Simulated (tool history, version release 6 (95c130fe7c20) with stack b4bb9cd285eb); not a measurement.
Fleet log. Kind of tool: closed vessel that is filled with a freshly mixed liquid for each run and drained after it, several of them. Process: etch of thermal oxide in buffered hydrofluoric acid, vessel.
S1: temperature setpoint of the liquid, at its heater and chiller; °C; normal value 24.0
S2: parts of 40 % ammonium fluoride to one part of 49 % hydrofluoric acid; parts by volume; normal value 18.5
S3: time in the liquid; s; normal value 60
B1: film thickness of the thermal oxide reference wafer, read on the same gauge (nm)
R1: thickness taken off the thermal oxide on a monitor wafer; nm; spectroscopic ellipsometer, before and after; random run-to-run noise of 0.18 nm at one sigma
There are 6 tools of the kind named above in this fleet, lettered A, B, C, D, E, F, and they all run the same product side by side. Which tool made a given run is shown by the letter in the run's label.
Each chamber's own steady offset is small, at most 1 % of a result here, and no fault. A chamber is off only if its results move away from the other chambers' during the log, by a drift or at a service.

{"run": "1D", "hour": 9.7, "S1": 24.0, "S2": 18.5, "S3": 60, "B1": 150.03, "R1": 38.675}
{"run": "2F", "hour": 14.6, "S1": 24.0, "S2": 18.5, "S3": 60, "B1": 150.01, "R1": 38.912}
{"run": "3C", "hour": 22.8, "S1": 24.0, "S2": 18.5, "S3": 60, "B1": 149.99, "R1": 38.601}
{"run": "4A", "hour": 27.4, "S1": 24.0, "S2": 18.5, "S3": 60, "B1": 149.97, "R1": 38.253}
{"run": "5E", "hour": 33.4, "S1": 24.0, "S2": 18.5, "S3": 60, "B1": 150.05, "R1": 39.291}
{"run": "6B", "hour": 39.8, "S1": 24.0, "S2": 18.5, "S3": 70, "B1": 150.01, "R1": 45.094}
{"run": "7C", "hour": 49.4, "S1": 24.0, "S2": 18.5, "S3": 70, "B1": 150.01, "R1": 45.083}
{"hour": 58.9, "done": "chamber D: hydrofluoric acid flow meter replaced"}
{"run": "8E", "hour": 58.9, "S1": 24.0, "S2": 18.5, "S3": 70, "B1": 149.94, "R1": 45.776}
{"run": "9A", "hour": 66.6, "S1": 24.0, "S2": 18.5, "S3": 70, "B1": 150.0, "R1": 45.168}
{"run": "10F", "hour": 74.2, "S1": 24.0, "S2": 18.5, "S3": 70, "B1": 150.02, "R1": 45.504}
{"run": "11B", "hour": 81.5, "S1": 24.0, "S2": 18.5, "S3": 70, "B1": 150.01, "R1": 45.518}
{"run": "12D", "hour": 91.0, "S1": 24.0, "S2": 18.5, "S3": 60, "B1": 150.03, "R1": 38.685}
{"run": "13E", "hour": 97.1, "S1": 27.5, "S2": 18.5, "S3": 60, "B1": 149.97, "R1": 47.619}
{"run": "14F", "hour": 102.2, "S1": 27.5, "S2": 18.5, "S3": 60, "B1": 149.98, "R1": 46.807}
{"run": "15D", "hour": 110.7, "S1": 27.5, "S2": 18.5, "S3": 60, "B1": 149.97, "R1": 46.785}
{"run": "16A", "hour": 119.8, "S1": 27.5, "S2": 18.5, "S3": 60, "B1": 150.02, "R1": 46.551}
{"hour": 121.6, "done": "chamber F: hydrofluoric acid flow meter replaced"}
{"run": "17C", "hour": 125.0, "S1": 27.5, "S2": 18.5, "S3": 60, "B1": 150.04, "R1": 46.865}
{"run": "18B", "hour": 132.4, "S1": 27.5, "S2": 18.5, "S3": 60, "B1": 150.0, "R1": 47.595}
{"run": "19C", "hour": 137.7, "S1": 24.0, "S2": 18.5, "S3": 60, "B1": 149.96, "R1": 38.746}
{"hour": 140.9, "done": "chamber A: hydrofluoric acid flow meter replaced"}
{"run": "20F", "hour": 142.0, "S1": 27.5, "S2": 18.5, "S3": 60, "B1": 150.03, "R1": 46.664}
{"run": "21A", "hour": 151.0, "S1": 27.5, "S2": 18.5, "S3": 60, "B1": 149.96, "R1": 47.239}
{"run": "22D", "hour": 159.7, "S1": 27.5, "S2": 18.5, "S3": 60, "B1": 149.98, "R1": 47.178}
{"hour": 162.1, "done": "chamber E: hydrofluoric acid flow meter replaced"}
{"run": "23E", "hour": 167.4, "S1": 27.5, "S2": 18.5, "S3": 60, "B1": 149.99, "R1": 47.321}
{"run": "24B", "hour": 173.6, "S1": 27.5, "S2": 18.5, "S3": 60, "B1": 149.97, "R1": 47.248}
{"run": "25E", "hour": 182.7, "S1": 27.5, "S2": 18.5, "S3": 60, "B1": 149.97, "R1": 47.765}
{"run": "26A", "hour": 188.7, "S1": 24.0, "S2": 18.5, "S3": 60, "B1": 150.04, "R1": 38.618}
{"run": "27D", "hour": 194.3, "S1": 24.0, "S2": 18.5, "S3": 60, "B1": 149.98, "R1": 38.481}
{"run": "28F", "hour": 200.2, "S1": 24.0, "S2": 18.5, "S3": 60, "B1": 149.98, "R1": 38.839}
{"run": "29B", "hour": 207.9, "S1": 24.0, "S2": 18.5, "S3": 60, "B1": 150.01, "R1": 38.775}
{"run": "30C", "hour": 213.2, "S1": 24.0, "S2": 18.5, "S3": 40, "B1": 149.99, "R1": 25.77}
{"run": "31F", "hour": 220.1, "S1": 24.0, "S2": 18.5, "S3": 40, "B1": 149.97, "R1": 25.965}
{"run": "32E", "hour": 229.3, "S1": 24.0, "S2": 18.5, "S3": 40, "B1": 149.97, "R1": 25.935}
{"run": "33B", "hour": 236.0, "S1": 24.0, "S2": 18.5, "S3": 40, "B1": 149.99, "R1": 25.928}
{"hour": 239.0, "done": "chamber E: thermometer replaced"}
{"run": "34C", "hour": 241.3, "S1": 24.0, "S2": 18.5, "S3": 40, "B1": 149.99, "R1": 25.817}
{"run": "35D", "hour": 248.5, "S1": 24.0, "S2": 18.5, "S3": 40, "B1": 149.95, "R1": 25.875}
{"run": "36A", "hour": 255.2, "S1": 24.0, "S2": 18.5, "S3": 60, "B1": 149.97, "R1": 38.508}
{"run": "37A", "hour": 261.3, "S1": 24.0, "S2": 18.5, "S3": 60, "B1": 150.0, "R1": 38.761}
{"run": "38F", "hour": 268.5, "S1": 24.0, "S2": 18.5, "S3": 60, "B1": 149.97, "R1": 38.884}
{"run": "39B", "hour": 277.1, "S1": 24.0, "S2": 18.5, "S3": 60, "B1": 149.98, "R1": 39.528}
{"run": "40D", "hour": 281.6, "S1": 24.0, "S2": 14.0, "S3": 35, "B1": 149.98, "R1": 29.705}
{"run": "41C", "hour": 287.9, "S1": 24.0, "S2": 14.0, "S3": 35, "B1": 149.98, "R1": 29.627}
{"run": "42E", "hour": 296.1, "S1": 24.0, "S2": 14.0, "S3": 35, "B1": 150.01, "R1": 30.17}
{"run": "43B", "hour": 304.7, "S1": 24.0, "S2": 14.0, "S3": 35, "B1": 149.99, "R1": 29.813}

Has any chamber moved away from the others, gradually or after a service, or does the common gauge drift, or do the chambers differ only by their own small steady offsets? State the chamber and the most likely cause if one applies.

No chamber stands off beyond its own small offset, and the gauge holds steady.
